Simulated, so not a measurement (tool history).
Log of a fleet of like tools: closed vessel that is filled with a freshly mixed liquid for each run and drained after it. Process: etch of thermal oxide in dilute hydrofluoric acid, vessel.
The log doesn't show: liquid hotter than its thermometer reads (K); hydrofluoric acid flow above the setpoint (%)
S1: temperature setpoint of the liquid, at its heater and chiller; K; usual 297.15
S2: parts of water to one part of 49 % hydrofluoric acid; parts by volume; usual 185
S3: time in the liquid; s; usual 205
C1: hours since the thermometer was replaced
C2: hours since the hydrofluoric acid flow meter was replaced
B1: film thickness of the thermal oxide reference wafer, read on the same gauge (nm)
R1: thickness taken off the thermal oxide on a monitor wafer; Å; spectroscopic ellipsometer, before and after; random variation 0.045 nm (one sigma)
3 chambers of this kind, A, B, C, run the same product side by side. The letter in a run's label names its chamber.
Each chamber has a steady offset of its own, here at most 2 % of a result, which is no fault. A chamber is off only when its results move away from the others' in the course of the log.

run   hour      S1   S2   S3      C1      C2      B1      R1
 1B   11.6  297.15  185  205  1179.5     370  29.955  47.047
 2A   22.4  297.15  185  205   493.4   389.2  29.968  46.797
 3C   33.3  297.15  185  205   556.1  1614.7  29.968  46.775
 4B   45.1  297.15  185  205    1213   403.5  29.923  47.656
 5A   54.3  297.15  185  205   525.3   421.1  29.987  47.597
 6C   62.5  297.15  185  205   585.3  1643.9  29.991  47.029
 7C   68.8  297.15  185  205   591.6  1650.2  30.037  47.445
 8B   77.9  297.15  255  290  1245.8   436.3  29.972  44.601
 9A   88.3  297.15  255  290   559.3   455.1   30.03  45.147
10A   98.7  297.15  255  290   569.7   465.5  30.011  45.436
11C  104.6  297.15  185  205   627.4    1686  29.995  47.722
12B  113.9  297.15  185  205  1281.8   472.3  30.025  47.787
13B  122.2  297.15  185  205  1290.1   480.6   29.98  46.805
14A  129.5  297.15  185  205   600.5   496.3  29.985  48.346
15C  138.5  297.15  185  205   661.3  1719.9  30.022  47.254
16A  143.9  297.15  185  205   614.9   510.7  29.964  48.455
17B  156.4  297.15  185  205  1324.3   514.8  29.972  48.021
18C  167.7  297.15  185  205   690.5  1749.1  30.018  46.647
19B  175.8  297.15  185  205  1343.7   534.2  29.955  47.927
     179.9  -- chamber C: hydrofluoric acid flow meter replaced
20C  183.3  297.15  185  205   706.1     3.4   30.04  46.287
     190.2  -- chamber B: thermometer replaced
21A  190.9  297.15  185  205   661.9   557.7  29.994  49.992
22C  198.8  297.15  185  205   721.6    18.9  29.918  45.511
23A  206.7  293.65  110  205   677.7   573.5  29.968  77.617
24B  212.2  293.65  110  205      22   570.6  30.026  77.492
25C  223.3  293.65  110  205   746.1    43.4  30.016  72.867
26B  234.4  297.15  185  205    44.2   592.8  30.008  47.426
27A  244.6  297.15  185  205   715.6   611.4  30.011  50.742
28C  253.6  297.15  185  205   776.4    73.7  29.956  46.202
29B  262.4  297.15  185  205    72.2   620.8  30.033  47.607
30A  274.2  297.15  185  205   745.2     641  30.023  50.708
31B  281.8  297.15  185  205    91.6   640.2   29.95  47.135
32A  289.4  297.15  185  205   760.4   656.2  30.017  51.287
33C  296.1  297.15  185  205   818.9   116.2  30.061  45.493
34B  307.9  297.15  185  205   117.7   666.3  29.978  47.935
35A  318.8  297.15  185  205   789.8   685.6  29.993   51.67
36C  326.7  297.15  185  205   849.5   146.8  29.987  46.768
37A    333  297.15  185  205     804   699.8  29.986  51.465
38C  339.2  297.15  185  205     862   159.3  30.019  46.017
39B  345.9  297.15  185  205   155.7   704.3  30.003  47.763

What goes on in this fleet: one chamber off, a drifting gauge, or nothing beyond the chambers' own small offsets? Name the chamber and the cause, if any.

Chamber A drifts away from the others.
Cause: hydrofluoric acid flow above the setpoint (%) = 10.
The log may not tell that from: liquid hotter than its thermometer reads (K).

Here are 4 candidates for chamber A's next run, each the usual settings with a change, their results left as question marks. Which one brings its results back in line with what the others give on the usual settings?
In line means no further than this from the other chambers' mean on the usual settings: R1 1.6 Å
40A-1  354.8  297.15  185  250               ?
40A-2  354.8  297.15  220  205               ?
40A-3  354.8  297.15  195  195               ?
40A-4  354.8  297.15  175  215               ?

The other chambers' mean on the usual settings: R1 46.926 Å
  run      R1
40A-1  63.793
40A-2  42.605
40A-3  46.777
40A-4  58.532
40A-3 brings the chamber back in line.
